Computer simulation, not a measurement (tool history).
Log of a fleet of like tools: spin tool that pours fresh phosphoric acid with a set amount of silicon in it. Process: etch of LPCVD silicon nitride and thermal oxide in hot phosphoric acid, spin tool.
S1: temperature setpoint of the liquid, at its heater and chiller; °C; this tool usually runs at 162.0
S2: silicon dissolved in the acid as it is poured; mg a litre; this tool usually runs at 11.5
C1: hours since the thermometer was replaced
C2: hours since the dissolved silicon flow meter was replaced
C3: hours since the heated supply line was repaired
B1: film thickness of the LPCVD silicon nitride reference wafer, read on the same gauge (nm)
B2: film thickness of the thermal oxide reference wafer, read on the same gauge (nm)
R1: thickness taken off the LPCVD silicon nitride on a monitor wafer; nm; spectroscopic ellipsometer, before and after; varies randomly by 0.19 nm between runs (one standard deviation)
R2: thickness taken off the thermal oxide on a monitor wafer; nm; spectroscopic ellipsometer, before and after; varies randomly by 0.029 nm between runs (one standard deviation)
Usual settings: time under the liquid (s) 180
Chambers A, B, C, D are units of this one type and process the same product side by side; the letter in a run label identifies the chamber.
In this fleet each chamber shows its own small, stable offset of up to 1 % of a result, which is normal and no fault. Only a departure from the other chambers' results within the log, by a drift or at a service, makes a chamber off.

{"run": "1C", "hour": 7.0, "S1": 162.0, "S2": 11.5, "time under the liquid (s)": 180, "C1": 2564.8, "C2": 2109.8, "C3": 1783.4, "B1": 40.005, "B2": 130.01, "R1": 18.798, "R2": 0.41435}
{"run": "2D", "hour": 14.2, "S1": 162.0, "S2": 11.5, "time under the liquid (s)": 180, "C1": 622.8, "C2": 261.3, "C3": 824.7, "B1": 40.007, "B2": 129.98, "R1": 18.806, "R2": 0.45376}
{"run": "3A", "hour": 22.0, "S1": 162.0, "S2": 11.5, "time under the liquid (s)": 180, "C1": 414.8, "C2": 863.0, "C3": 243.3, "B1": 40.013, "B2": 130.02, "R1": 18.991, "R2": 0.41399}
{"run": "4B", "hour": 27.9, "S1": 162.0, "S2": 11.5, "time under the liquid (s)": 180, "C1": 423.1, "C2": 180.6, "C3": 2348.5, "B1": 40.011, "B2": 130.0, "R1": 18.623, "R2": 0.45312}
{"run": "5C", "hour": 35.3, "S1": 162.0, "S2": 16.0, "time under the liquid (s)": 180, "C1": 2593.1, "C2": 2138.1, "C3": 1811.7, "B1": 40.002, "B2": 130.04, "R1": 18.673, "R2": 0.44808}
{"run": "6B", "hour": 43.6, "S1": 162.0, "S2": 16.0, "time under the liquid (s)": 180, "C1": 438.8, "C2": 196.3, "C3": 2364.2, "B1": 39.969, "B2": 129.99, "R1": 18.713, "R2": 0.37912}
{"run": "7D", "hour": 52.9, "S1": 162.0, "S2": 16.0, "time under the liquid (s)": 180, "C1": 661.5, "C2": 300.0, "C3": 863.4, "B1": 40.013, "B2": 129.98, "R1": 19.01, "R2": 0.38205}
{"run": "8A", "hour": 59.5, "S1": 162.0, "S2": 16.0, "time under the liquid (s)": 180, "C1": 452.3, "C2": 900.5, "C3": 280.8, "B1": 40.0, "B2": 129.99, "R1": 18.908, "R2": 0.41676}
{"run": "9B", "hour": 65.0, "S1": 162.0, "S2": 11.5, "time under the liquid (s)": 180, "C1": 460.2, "C2": 217.7, "C3": 2385.6, "B1": 40.006, "B2": 129.98, "R1": 18.693, "R2": 0.46321}
{"run": "10A", "hour": 70.3, "S1": 162.0, "S2": 11.5, "time under the liquid (s)": 180, "C1": 463.1, "C2": 911.3, "C3": 291.6, "B1": 40.026, "B2": 130.03, "R1": 19.132, "R2": 0.4309}
{"run": "11D", "hour": 78.3, "S1": 162.0, "S2": 11.5, "time under the liquid (s)": 180, "C1": 686.9, "C2": 325.4, "C3": 888.8, "B1": 40.015, "B2": 129.99, "R1": 18.908, "R2": 0.45916}
{"run": "12C", "hour": 85.5, "S1": 162.0, "S2": 6.0, "time under the liquid (s)": 75, "C1": 2643.3, "C2": 2188.3, "C3": 1861.9, "B1": 40.005, "B2": 130.02, "R1": 7.9069, "R2": 0.2196}
{"run": "13B", "hour": 93.5, "S1": 162.0, "S2": 6.0, "time under the liquid (s)": 75, "C1": 488.7, "C2": 246.2, "C3": 2414.1, "B1": 39.995, "B2": 130.03, "R1": 7.8075, "R2": 0.18924}
{"run": "14A", "hour": 99.5, "S1": 162.0, "S2": 6.0, "time under the liquid (s)": 75, "C1": 492.3, "C2": 940.5, "C3": 320.8, "B1": 39.999, "B2": 130.02, "R1": 7.991, "R2": 0.21051}
{"run": "15C", "hour": 104.7, "S1": 162.0, "S2": 6.0, "time under the liquid (s)": 75, "C1": 2662.5, "C2": 2207.5, "C3": 1881.1, "B1": 39.987, "B2": 130.0, "R1": 7.8389, "R2": 0.20783}
{"run": "16D", "hour": 112.8, "S1": 162.0, "S2": 11.5, "time under the liquid (s)": 180, "C1": 721.4, "C2": 359.9, "C3": 923.3, "B1": 39.987, "B2": 129.97, "R1": 18.49, "R2": 0.4466}
{"run": "17D", "hour": 119.1, "S1": 162.0, "S2": 11.5, "time under the liquid (s)": 180, "C1": 727.7, "C2": 366.2, "C3": 929.6, "B1": 39.983, "B2": 130.01, "R1": 18.594, "R2": 0.45447}
{"run": "18C", "hour": 127.7, "S1": 164.5, "S2": 15.0, "time under the liquid (s)": 180, "C1": 2685.5, "C2": 2230.5, "C3": 1904.1, "B1": 39.971, "B2": 129.98, "R1": 20.551, "R2": 0.54555}
{"run": "19B", "hour": 133.6, "S1": 164.5, "S2": 15.0, "time under the liquid (s)": 180, "C1": 528.8, "C2": 286.3, "C3": 2454.2, "B1": 40.004, "B2": 129.98, "R1": 20.006, "R2": 0.52846}
{"hour": 137.6, "done": "chamber C: thermometer replaced"}
{"run": "20A", "hour": 139.5, "S1": 164.5, "S2": 15.0, "time under the liquid (s)": 180, "C1": 532.3, "C2": 980.5, "C3": 360.8, "B1": 39.984, "B2": 129.99, "R1": 20.933, "R2": 0.55313}
{"run": "21B", "hour": 147.7, "S1": 164.5, "S2": 15.0, "time under the liquid (s)": 180, "C1": 542.9, "C2": 300.4, "C3": 2468.3, "B1": 39.967, "B2": 129.99, "R1": 20.507, "R2": 0.49736}
{"run": "22C", "hour": 156.4, "S1": 162.0, "S2": 11.5, "time under the liquid (s)": 180, "C1": 18.9, "C2": 2259.2, "C3": 1932.8, "B1": 39.998, "B2": 129.97, "R1": 18.645, "R2": 0.49952}
{"run": "23A", "hour": 164.0, "S1": 162.0, "S2": 11.5, "time under the liquid (s)": 180, "C1": 556.8, "C2": 1005.0, "C3": 385.3, "B1": 40.015, "B2": 129.97, "R1": 18.862, "R2": 0.39423}
{"run": "24D", "hour": 168.1, "S1": 162.0, "S2": 11.5, "time under the liquid (s)": 110, "C1": 776.7, "C2": 415.2, "C3": 978.6, "B1": 39.993, "B2": 130.01, "R1": 11.032, "R2": 0.22106}

Predict what each chamber gives when all 4 of them run the settings below next.
{"run": "25A", "hour": 174.7, "S1": 162.0, "S2": 11.5, "time under the liquid (s)": 180, "R1": "?", "R2": "?"}
{"run": "25B", "hour": 174.7, "S1": 162.0, "S2": 11.5, "time under the liquid (s)": 180, "R1": "?", "R2": "?"}
{"run": "25C", "hour": 174.7, "S1": 162.0, "S2": 11.5, "time under the liquid (s)": 180, "R1": "?", "R2": "?"}
{"run": "25D", "hour": 174.7, "S1": 162.0, "S2": 11.5, "time under the liquid (s)": 180, "R1": "?", "R2": "?"}

run=25A R1=19.4490 R2=0.41243
run=25B R1=18.7650 R2=0.44791
run=25C R1=18.8790 R2=0.48514
run=25D R1=17.3420 R2=0.38089
